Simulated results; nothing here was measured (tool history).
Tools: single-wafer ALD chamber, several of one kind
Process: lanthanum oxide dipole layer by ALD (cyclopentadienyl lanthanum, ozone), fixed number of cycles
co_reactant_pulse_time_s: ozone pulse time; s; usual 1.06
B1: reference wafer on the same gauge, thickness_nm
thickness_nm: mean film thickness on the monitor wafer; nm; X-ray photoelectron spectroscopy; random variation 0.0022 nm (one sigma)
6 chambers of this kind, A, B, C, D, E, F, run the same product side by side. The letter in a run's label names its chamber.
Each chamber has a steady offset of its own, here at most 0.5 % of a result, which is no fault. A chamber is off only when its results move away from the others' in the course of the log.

{"run": "1F", "hour": 6.0, "co_reactant_pulse_time_s": 1.06, "B1": 0.45038, "thickness_nm": 0.5065}
{"run": "2E", "hour": 11.3, "co_reactant_pulse_time_s": 1.06, "B1": 0.45047, "thickness_nm": 0.50713}
{"run": "3A", "hour": 18.6, "co_reactant_pulse_time_s": 1.06, "B1": 0.45004, "thickness_nm": 0.50559}
{"run": "4B", "hour": 24.0, "co_reactant_pulse_time_s": 1.06, "B1": 0.45024, "thickness_nm": 0.50953}
{"run": "5D", "hour": 29.4, "co_reactant_pulse_time_s": 1.06, "B1": 0.44992, "thickness_nm": 0.50926}
{"hour": 31.1, "done": "chamber B: thermocouple changed; heater temperature recalibrated"}
{"run": "6C", "hour": 35.5, "co_reactant_pulse_time_s": 1.06, "B1": 0.45, "thickness_nm": 0.50593}
{"run": "7E", "hour": 42.7, "co_reactant_pulse_time_s": 1.06, "B1": 0.45012, "thickness_nm": 0.51127}
{"run": "8D", "hour": 47.5, "co_reactant_pulse_time_s": 0.8, "B1": 0.44971, "thickness_nm": 0.46107}
{"run": "9F", "hour": 53.0, "co_reactant_pulse_time_s": 0.8, "B1": 0.45006, "thickness_nm": 0.45939}
{"run": "10B", "hour": 60.5, "co_reactant_pulse_time_s": 0.8, "B1": 0.44987, "thickness_nm": 0.46152}
{"run": "11C", "hour": 68.1, "co_reactant_pulse_time_s": 0.8, "B1": 0.45019, "thickness_nm": 0.46134}
{"run": "12A", "hour": 75.9, "co_reactant_pulse_time_s": 0.8, "B1": 0.45064, "thickness_nm": 0.45873}
{"hour": 81.5, "done": "chamber D: thermocouple changed; heater temperature recalibrated"}
{"run": "13A", "hour": 82.2, "co_reactant_pulse_time_s": 0.8, "B1": 0.45, "thickness_nm": 0.45706}
{"run": "14C", "hour": 86.4, "co_reactant_pulse_time_s": 1.06, "B1": 0.4501, "thickness_nm": 0.50819}
{"run": "15E", "hour": 93.3, "co_reactant_pulse_time_s": 1.45, "B1": 0.4504, "thickness_nm": 0.54581}
{"run": "16F", "hour": 100.3, "co_reactant_pulse_time_s": 1.45, "B1": 0.44962, "thickness_nm": 0.55003}
{"run": "17B", "hour": 104.5, "co_reactant_pulse_time_s": 1.45, "B1": 0.44972, "thickness_nm": 0.54023}
{"run": "18D", "hour": 110.9, "co_reactant_pulse_time_s": 1.45, "B1": 0.45009, "thickness_nm": 0.55165}
{"run": "19B", "hour": 114.5, "co_reactant_pulse_time_s": 1.45, "B1": 0.44959, "thickness_nm": 0.54047}
{"run": "20C", "hour": 120.0, "co_reactant_pulse_time_s": 1.45, "B1": 0.44993, "thickness_nm": 0.54511}
{"run": "21F", "hour": 123.8, "co_reactant_pulse_time_s": 1.06, "B1": 0.44949, "thickness_nm": 0.50374}
{"run": "22E", "hour": 131.3, "co_reactant_pulse_time_s": 1.06, "B1": 0.44974, "thickness_nm": 0.50723}
{"run": "23D", "hour": 137.3, "co_reactant_pulse_time_s": 1.06, "B1": 0.45072, "thickness_nm": 0.51113}
{"run": "24A", "hour": 142.2, "co_reactant_pulse_time_s": 1.06, "B1": 0.44995, "thickness_nm": 0.50645}
{"run": "25F", "hour": 149.0, "co_reactant_pulse_time_s": 1.06, "B1": 0.44992, "thickness_nm": 0.50617}
{"run": "26E", "hour": 153.9, "co_reactant_pulse_time_s": 1.06, "B1": 0.45018, "thickness_nm": 0.50775}
{"run": "27D", "hour": 157.3, "co_reactant_pulse_time_s": 1.06, "B1": 0.44959, "thickness_nm": 0.50874}
{"run": "28A", "hour": 161.5, "co_reactant_pulse_time_s": 1.06, "B1": 0.45019, "thickness_nm": 0.50799}
{"run": "29B", "hour": 166.2, "co_reactant_pulse_time_s": 1.06, "B1": 0.44959, "thickness_nm": 0.49414}
{"run": "30C", "hour": 172.9, "co_reactant_pulse_time_s": 1.06, "B1": 0.45017, "thickness_nm": 0.50992}
{"hour": 175.8, "done": "chamber C: thermocouple changed; heater temperature recalibrated"}
{"run": "31B", "hour": 178.4, "co_reactant_pulse_time_s": 1.06, "B1": 0.45031, "thickness_nm": 0.49231}
{"run": "32C", "hour": 184.4, "co_reactant_pulse_time_s": 1.06, "B1": 0.45046, "thickness_nm": 0.5075}
{"run": "33F", "hour": 190.7, "co_reactant_pulse_time_s": 1.24, "B1": 0.44977, "thickness_nm": 0.53003}
{"run": "34A", "hour": 197.0, "co_reactant_pulse_time_s": 1.24, "B1": 0.4499, "thickness_nm": 0.52827}
{"hour": 198.6, "done": "chamber E: ozone generator serviced"}
{"run": "35D", "hour": 204.8, "co_reactant_pulse_time_s": 1.24, "B1": 0.45026, "thickness_nm": 0.53194}
{"run": "36E", "hour": 212.0, "co_reactant_pulse_time_s": 1.24, "B1": 0.44997, "thickness_nm": 0.53387}
{"run": "37F", "hour": 218.5, "co_reactant_pulse_time_s": 1.24, "B1": 0.44989, "thickness_nm": 0.52673}

Next, every chamber runs the same settings. What will each give?
{"run": "38A", "hour": 224.0, "co_reactant_pulse_time_s": 1.22, "thickness_nm": "?"}
{"run": "38B", "hour": 224.0, "co_reactant_pulse_time_s": 1.22, "thickness_nm": "?"}
{"run": "38C", "hour": 224.0, "co_reactant_pulse_time_s": 1.22, "thickness_nm": "?"}
{"run": "38D", "hour": 224.0, "co_reactant_pulse_time_s": 1.22, "thickness_nm": "?"}
{"run": "38E", "hour": 224.0, "co_reactant_pulse_time_s": 1.22, "thickness_nm": "?"}
{"run": "38F", "hour": 224.0, "co_reactant_pulse_time_s": 1.22, "thickness_nm": "?"}

run=38A thickness_nm=0.52442
run=38B thickness_nm=0.50849
run=38C thickness_nm=0.52543
run=38D thickness_nm=0.52966
run=38E thickness_nm=0.52803
run=38F thickness_nm=0.52590
